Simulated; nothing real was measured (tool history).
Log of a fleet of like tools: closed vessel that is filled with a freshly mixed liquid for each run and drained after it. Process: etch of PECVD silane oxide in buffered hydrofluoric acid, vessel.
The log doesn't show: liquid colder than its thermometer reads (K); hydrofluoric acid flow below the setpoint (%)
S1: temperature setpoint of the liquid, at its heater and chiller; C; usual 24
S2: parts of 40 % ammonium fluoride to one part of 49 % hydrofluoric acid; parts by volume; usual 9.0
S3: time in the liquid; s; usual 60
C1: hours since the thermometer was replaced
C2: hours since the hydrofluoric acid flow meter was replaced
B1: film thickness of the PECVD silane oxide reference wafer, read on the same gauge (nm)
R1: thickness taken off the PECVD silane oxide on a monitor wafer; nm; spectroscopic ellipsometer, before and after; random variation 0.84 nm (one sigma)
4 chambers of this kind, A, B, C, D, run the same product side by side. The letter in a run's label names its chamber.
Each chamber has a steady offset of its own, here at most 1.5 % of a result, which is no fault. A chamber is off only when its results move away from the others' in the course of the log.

run,day,S1,S2,S3,C1,C2,B1,R1
1D,0.329,24,9.0,60,708.2,618.1,130.02,128.29
2C,0.904,24,9.0,60,155.0,637.0,130.01,127.08
# day 1.262: chamber B: hydrofluoric acid flow meter replaced
3A,1.467,24,9.0,60,214.8,1791.1,129.96,125.78
4B,2.075,24,9.0,60,1131.4,19.5,130.03,126.36
5B,2.458,24,9.0,60,1140.6,28.7,129.97,126.17
# day 2.875: chamber D: thermometer replaced
6C,3.058,24,9.0,60,206.7,688.7,129.99,125.28
7D,3.512,24,7.0,60,15.3,694.5,129.98,164.86
8A,3.783,24,7.0,60,270.4,1846.7,129.99,166.29
9B,4.396,24,7.0,60,1187.1,75.2,129.96,168.96
10D,4.704,24,7.0,60,43.9,723.1,130.02,167.05
11A,5.242,24,9.0,60,305.4,1881.7,129.99,126.52
12C,5.554,24,9.0,60,266.6,748.6,130.00,125.19
13C,5.942,24,9.0,60,275.9,757.9,130.01,127.21
14B,6.392,24,9.0,60,1235.0,123.1,130.02,127.73
# day 6.396: chamber A: hydrofluoric acid flow meter replaced
15D,6.683,24,9.0,60,91.4,770.6,130.02,126.18
16A,6.962,24,11.0,60,346.7,13.7,129.99,108.86
17A,7.446,24,11.0,60,358.3,25.3,129.97,108.45
18B,7.992,24,11.0,60,1273.4,161.5,130.04,107.75
19D,8.375,24,11.0,60,132.0,811.2,130.00,109.01
20C,8.971,24,9.0,60,348.6,830.6,129.95,126.03
21D,9.312,24,6.5,75,154.5,833.7,130.01,222.68
22A,9.667,24,6.5,75,411.6,78.6,129.98,220.82
23B,10.067,24,6.5,75,1323.2,211.3,129.98,219.58
24C,10.667,24,6.5,75,389.3,871.3,129.97,218.96
25C,11.004,24,9.0,60,397.4,879.4,129.99,127.89
26A,11.292,24,9.0,60,450.6,117.6,130.01,126.04
27B,11.679,24,9.0,60,1361.9,250.0,130.00,128.55
28D,11.996,24,9.0,60,218.9,898.1,130.03,127.38
29A,12.600,24,9.0,60,482.0,149.0,130.00,125.62
30B,12.921,24,9.0,60,1391.7,279.8,130.00,127.18
31D,13.429,24,9.0,60,253.3,932.5,130.00,127.65
32C,13.967,24,9.0,60,468.5,950.5,129.98,127.19
33C,14.367,24,9.0,60,478.1,960.1,130.00,125.77
34D,14.696,24,9.0,60,283.7,962.9,129.99,127.36

All 4 chambers run these settings next. Forecast each chamber's results:
35A,15.138,24,10.5,60,,,,?
35B,15.138,24,10.5,60,,,,?
35C,15.138,24,10.5,60,,,,?
35D,15.138,24,10.5,60,,,,?

run,R1
35A,113.48
35B,113.39
35C,112.17
35D,112.91
